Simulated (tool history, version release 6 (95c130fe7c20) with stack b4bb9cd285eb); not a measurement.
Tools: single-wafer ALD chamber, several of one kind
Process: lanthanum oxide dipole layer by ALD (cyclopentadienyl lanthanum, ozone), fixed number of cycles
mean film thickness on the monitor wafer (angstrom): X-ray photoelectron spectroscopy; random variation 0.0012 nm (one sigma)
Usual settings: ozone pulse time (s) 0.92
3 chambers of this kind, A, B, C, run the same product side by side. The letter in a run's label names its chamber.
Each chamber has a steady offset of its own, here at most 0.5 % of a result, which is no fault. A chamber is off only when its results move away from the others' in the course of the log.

run     day  ozone pulse time (s)  hours since the last thermocouple change  hours since the last ozone generator service  read-back reference wafer on the same gauge, thickness_nm  mean film thickness on the monitor wafer (angstrom)
 1C   0.371                  0.92                                     915.0                                         299.9                                                    0.48527                                               4.8783
 2A   0.996                  0.92                                    1426.4                                         445.8                                                    0.48474                                               4.8549
 3B   1.596                  0.92                                    1099.8                                         246.9                                                    0.48502                                               4.8914
 4A   2.246                  0.92                                    1456.4                                         475.8                                                    0.48534                                               4.8608
      2.358  -- chamber A: thermocouple changed; heater temperature recalibrated
 5B   2.671                  0.92                                    1125.6                                         272.7                                                    0.48529                                               4.8712
 6C   3.179                  0.92                                     982.4                                         367.3                                                    0.48510                                               4.8486
 7B   3.817                  0.92                                    1153.1                                         300.2                                                    0.48476                                               4.8897
 8A   4.304                  0.92                                      46.7                                         525.2                                                    0.48492                                               4.8485
      4.475  -- chamber A: ozone generator serviced
 9C   4.725                  0.92                                    1019.5                                         404.4                                                    0.48511                                               4.8678
10C   5.042                  0.92                                    1027.1                                         412.0                                                    0.48534                                               4.8544
11B   5.433                  0.92                                    1191.9                                         339.0                                                    0.48489                                               4.8734
12A   5.925                  0.92                                      85.6                                          34.9                                                    0.48502                                               4.8715
13A   6.571                  0.92                                     101.1                                          50.4                                                    0.48527                                               4.8677
14C   7.233                  0.73                                    1079.7                                         464.6                                                    0.48507                                               4.4304
15B   7.875                  0.73                                    1250.5                                         397.6                                                    0.48493                                               4.4378
16A   8.379                  0.73                                     144.5                                          93.8                                                    0.48533                                               4.4361
17B   8.812                  0.92                                    1273.0                                         420.1                                                    0.48481                                               4.8716
18C   9.167                  1.19                                    1126.1                                         511.0                                                    0.48474                                               5.2367
19C   9.575                  1.19                                    1135.9                                         520.8                                                    0.48525                                               5.2163
20B   9.946                  1.19                                    1300.2                                         447.3                                                    0.48487                                               5.2357
21A  10.367                  0.92                                     192.2                                         141.5                                                    0.48494                                               4.8591
22A  10.996                  0.92                                     207.3                                         156.6                                                    0.48479                                               4.8739
23C  11.592                  0.92                                    1184.3                                         569.2                                                    0.48495                                               4.8586
24B  12.133                  0.92                                    1352.7                                         499.8                                                    0.48489                                               4.8213
25B  12.600                  0.92                                    1363.9                                         511.0                                                    0.48512                                               4.8155
26A  13.046                  0.92                                     256.5                                         205.8                                                    0.48513                                               4.8775
27C  13.671                  0.92                                    1234.2                                         619.1                                                    0.48509                                               4.8686
28B  14.108                  0.92                                    1400.1                                         547.2                                                    0.48494                                               4.7874
29A  14.617                  0.65                                     294.2                                         243.5                                                    0.48473                                               4.2147
30C  14.979                  0.65                                    1265.6                                         650.5                                                    0.48476                                               4.2120
31A  15.304                  0.65                                     310.7                                         260.0                                                    0.48496                                               4.2131
32C  15.908                  0.92                                    1287.9                                         672.8                                                    0.48467                                               4.8759
33B  16.200                  0.92                                    1450.3                                         597.4                                                    0.48493                                               4.8046
34B  16.588                  0.92                                    1459.6                                         606.7                                                    0.48512                                               4.7973
35C  16.975                  0.92                                    1313.5                                         698.4                                                    0.48493                                               4.8580
36A  17.504                  0.92                                     363.5                                         312.8                                                    0.48530                                               4.8515

All 3 chambers run these settings next. Forecast each chamber's results:
37A  17.979                  1.24                                                                                                                                                                                                       ?
37B  17.979                  1.24                                                                                                                                                                                                       ?
37C  17.979                  1.24                                                                                                                                                                                                       ?

run  mean film thickness on the monitor wafer (angstrom)
37A                                               5.3022
37B                                               5.2363
37C                                               5.3072
